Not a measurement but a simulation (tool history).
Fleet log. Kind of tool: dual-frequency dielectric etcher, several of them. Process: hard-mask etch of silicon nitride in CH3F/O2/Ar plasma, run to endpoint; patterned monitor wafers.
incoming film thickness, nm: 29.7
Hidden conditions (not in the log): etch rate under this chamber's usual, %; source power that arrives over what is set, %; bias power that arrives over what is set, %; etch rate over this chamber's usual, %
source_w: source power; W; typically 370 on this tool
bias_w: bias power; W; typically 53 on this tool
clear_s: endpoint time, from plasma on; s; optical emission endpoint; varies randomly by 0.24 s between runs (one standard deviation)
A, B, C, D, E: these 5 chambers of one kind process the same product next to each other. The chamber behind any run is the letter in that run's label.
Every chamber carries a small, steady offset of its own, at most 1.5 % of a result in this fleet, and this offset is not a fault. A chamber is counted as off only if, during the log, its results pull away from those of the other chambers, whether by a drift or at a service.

run,day,source_w,bias_w,hours since the last wet clean,hours since the last source power generator calibration,hours since the last bias power generator calibration,clear_s
1E,0.288,370,53,380,1384.1,2396,49.392
2D,0.625,370,53,467.4,1880.6,3207,49.879
3C,0.85,370,53,83.6,1813.7,4091,48.478
4B,1.204,370,53,234.9,2158.3,2788.1,49.052
5A,1.542,370,53,235,2619.1,1316.7,48.623
6A,1.971,370,53,245.3,2629.4,1327,48.901
7C,2.442,370,53,121.8,1851.9,4129.2,48.884
8D,2.938,410,53,522.9,1936.1,3262.5,47.641
9E,3.408,410,53,454.9,1459,2470.9,47.69
10B,3.733,410,53,295.6,2219,2848.8,47.315
11D,4.025,410,53,549,1962.2,3288.6,47.113
12C,4.275,410,53,165.8,1895.9,4173.2,46.411
13E,4.608,370,53,483.7,1487.8,2499.7,49.377
# day 4.696: chamber A: wet clean of the chamber
14B,4.967,370,53,325.2,2248.6,2878.4,48.946
15A,5.312,370,53,14.8,2709.6,1407.2,50.038
16C,5.654,370,47,198.9,1929,4206.3,50.736
# day 5.692: chamber D: wet clean of the chamber
17B,6.075,370,47,351.8,2275.2,2905,50.954
18A,6.525,370,47,43.9,2738.7,1436.3,52.565
19E,7.025,370,47,541.7,1545.8,2557.7,51.684
20D,7.296,370,47,38.6,2040.7,3367.1,51.123
# day 7.429: chamber D: bias power generator calibrated
21E,7.612,280,63,555.8,1559.9,2571.8,51.921
22A,8.054,280,63,80.6,2775.4,1473,53.184
23C,8.288,280,63,262.1,1992.2,4269.5,51.338
24B,8.758,280,63,416.2,2339.6,2969.4,51.354
25D,9.025,280,63,80.1,2082.2,38.3,51.513
# day 9.392: chamber E: wet clean of the chamber
26C,9.429,370,53,289.5,2019.6,4296.9,48.034
# day 9.538: chamber B: wet clean of the chamber
27A,9.688,370,53,119.8,2814.6,1512.2,50.812
28B,10.008,370,53,11.3,2369.6,2999.4,49.702
29E,10.483,370,53,26.3,1628.8,2640.7,49.837
30D,10.954,370,53,126.4,2128.5,84.6,48.928
# day 11.308: chamber C: bias power generator calibrated
31A,11.317,370,53,158.9,2853.7,1551.3,50.526
32D,11.671,370,53,143.6,2145.7,101.8,49.314
33C,11.904,370,53,348.9,2079,14.4,48.708
34B,12.171,370,53,63.2,2421.5,3051.3,48.988
35E,12.404,370,53,72.4,1674.9,2686.8,49.771

What goes on in this fleet: one chamber off, a drifting gauge, or nothing beyond the chambers' own small offsets? Name the chamber and the cause, if any.

Chamber A came out of a service off from its peers and stayed that way.
What lies behind it: etch rate under this chamber's usual, % = 3.44.

Which of the 4 candidates below, each the usual settings with something changed and its results left as question marks, puts chamber A back in line with what the other chambers give on the usual settings?
A result is in line if it is within this distance of the other chambers' mean on the usual settings: clear_s 0.83 s
36A-1,12.767,350,51,,,,?
36A-2,12.767,400,57,,,,?
36A-3,12.767,340,49,,,,?
36A-4,12.767,390,55,,,,?

What the other chambers average on the usual settings: clear_s 49.06 s
run,clear_s
36A-1,52.205
36A-2,47.801
36A-3,53.484
36A-4,48.841
Change 36A-4 lands the chamber within the allowed miss of the other chambers.

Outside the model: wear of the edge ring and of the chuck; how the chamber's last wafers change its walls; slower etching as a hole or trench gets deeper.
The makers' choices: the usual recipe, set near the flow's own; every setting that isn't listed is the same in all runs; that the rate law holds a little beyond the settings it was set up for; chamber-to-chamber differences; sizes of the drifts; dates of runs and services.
